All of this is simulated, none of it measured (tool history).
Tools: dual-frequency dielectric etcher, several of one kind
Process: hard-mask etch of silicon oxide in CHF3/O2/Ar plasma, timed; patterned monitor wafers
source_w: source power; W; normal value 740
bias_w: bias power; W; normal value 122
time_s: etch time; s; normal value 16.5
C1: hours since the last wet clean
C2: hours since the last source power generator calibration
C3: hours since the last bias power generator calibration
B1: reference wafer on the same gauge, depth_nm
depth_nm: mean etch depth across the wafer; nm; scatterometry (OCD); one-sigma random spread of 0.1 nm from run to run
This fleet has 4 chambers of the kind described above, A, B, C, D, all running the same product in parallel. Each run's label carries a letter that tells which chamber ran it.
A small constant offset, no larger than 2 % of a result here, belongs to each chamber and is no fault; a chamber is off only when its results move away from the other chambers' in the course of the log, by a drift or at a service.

Run 1C, hour 7.6: usual settings; C1 142.6; C2 1553.4; C3 1366.9; B1 31.326. Result: depth_nm 30.889 nm.
Run 2A, hour 17.5: usual settings; C1 150.5; C2 554.4; C3 1214; B1 31.299. Result: depth_nm 30.705 nm.
Run 3D, hour 29.8: usual settings; C1 309.7; C2 2527.1; C3 1242; B1 31.297. Result: depth_nm 30.813 nm.
Run 4B, hour 37.5: usual settings; C1 40.7; C2 43; C3 1325.3; B1 31.297. Result: depth_nm 31.097 nm.
Run 5D, hour 47.8: usual settings; C1 327.7; C2 2545.1; C3 1260; B1 31.316. Result: depth_nm 30.867 nm.
Run 6B, hour 57: usual settings; C1 60.2; C2 62.5; C3 1344.8; B1 31.309. Result: depth_nm 31.321 nm.
Run 7A, hour 69.3: usual settings; C1 202.3; C2 606.2; C3 1265.8; B1 31.312. Result: depth_nm 30.454 nm.
Run 8C, hour 80.9: usual settings; C1 215.9; C2 1626.7; C3 1440.2; B1 31.293. Result: depth_nm 31.046 nm.
Run 9B, hour 90.2: usual settings; C1 93.4; C2 95.7; C3 1378; B1 31.32. Result: depth_nm 31.298 nm.
Run 10D, hour 103: usual settings; C1 382.9; C2 2600.3; C3 1315.2; B1 31.303. Result: depth_nm 30.775 nm.
Run 11C, hour 111.7: usual settings; C1 246.7; C2 1657.5; C3 1471; B1 31.335. Result: depth_nm 30.968 nm.
Run 12A, hour 119.6: usual settings but source_w 600 W, time_s 11.5 s; C1 252.6; C2 656.5; C3 1316.1; B1 31.297. Result: depth_nm 19.727 nm.
Run 13C, hour 127.3: usual settings but source_w 600 W, time_s 11.5 s; C1 262.3; C2 1673.1; C3 1486.6; B1 31.297. Result: depth_nm 19.792 nm.
Run 14B, hour 136.5: usual settings but source_w 600 W, time_s 11.5 s; C1 139.7; C2 142; C3 1424.3; B1 31.289. Result: depth_nm 20.1 nm.
Run 15D, hour 147.8: usual settings but source_w 600 W, time_s 11.5 s; C1 427.7; C2 2645.1; C3 1360; B1 31.304. Result: depth_nm 19.802 nm.
Run 16A, hour 160.7: usual settings; C1 293.7; C2 697.6; C3 1357.2; B1 31.269. Result: depth_nm 30.455 nm.
Run 17C, hour 169.4: usual settings; C1 304.4; C2 1715.2; C3 1528.7; B1 31.307. Result: depth_nm 31.14 nm.
Run 18A, hour 181.7: usual settings; C1 314.7; C2 718.6; C3 1378.2; B1 31.302. Result: depth_nm 30.463 nm.
Run 19D, hour 189: usual settings; C1 468.9; C2 2686.3; C3 1401.2; B1 31.319. Result: depth_nm 30.893 nm.
Run 20B, hour 195.2: usual settings; C1 198.4; C2 200.7; C3 1483; B1 31.294. Result: depth_nm 31.214 nm.
Run 21A, hour 200.9: usual settings but time_s 20.5 s; C1 333.9; C2 737.8; C3 1397.4; B1 31.268. Result: depth_nm 37.543 nm.
Run 22C, hour 211: usual settings but time_s 20.5 s; C1 346; C2 1756.8; C3 1570.3; B1 31.313. Result: depth_nm 38.397 nm.
Run 23B, hour 223.8: usual settings but time_s 20.5 s; C1 227; C2 229.3; C3 1511.6; B1 31.309. Result: depth_nm 38.819 nm.
At hour 228.1: chamber D: wet clean of the chamber.
Run 24D, hour 234.2: usual settings but time_s 20.5 s; C1 6.1; C2 2731.5; C3 1446.4; B1 31.295. Result: depth_nm 38.406 nm.
Run 25C, hour 243.4: usual settings but time_s 13 s; C1 378.4; C2 1789.2; C3 1602.7; B1 31.287. Result: depth_nm 24.466 nm.
Run 26B, hour 249.5: usual settings but time_s 13 s; C1 252.7; C2 255; C3 1537.3; B1 31.292. Result: depth_nm 24.615 nm.
Run 27D, hour 257.3: usual settings but time_s 13 s; C1 29.2; C2 2754.6; C3 1469.5; B1 31.318. Result: depth_nm 24.401 nm.

Is one chamber out of step, is the gauge drifting, or do the chambers differ by no more than their own small offsets? For an off chamber, give its letter and the likeliest cause.

Chamber A drifts away from the others.
Most likely cause: etch rate under this chamber's usual, % = 1.99.
It could be hard to tell apart here from: source power that arrives under what is set, %.

Which of the 4 candidates below, each the usual settings with something changed and its results left as question marks, puts chamber A back in line with what the other chambers give on the usual settings?
Allowed miss from the other chambers' usual-settings mean, per result, to count as in line: depth_nm 0.35 nm
Run 28A-1, hour 266.7: usual settings but source_w 750 W, bias_w 123 W, time_s 17.5 s. Result: depth_nm ?.
Run 28A-2, hour 266.7: usual settings but time_s 17 s. Result: depth_nm ?.
Run 28A-3, hour 266.7: usual settings but bias_w 121 W, time_s 16 s. Result: depth_nm ?.
Run 28A-4, hour 266.7: usual settings but source_w 670 W, bias_w 112 W. Result: depth_nm ?.

On the usual settings, the other chambers give on average: depth_nm 31.027 nm
  run  depth_nm
28A-1    32.222
28A-2    31.062
28A-3    29.164
28A-4    28.281
28A-2 is the one that brings the chamber's results back in line with the other chambers.
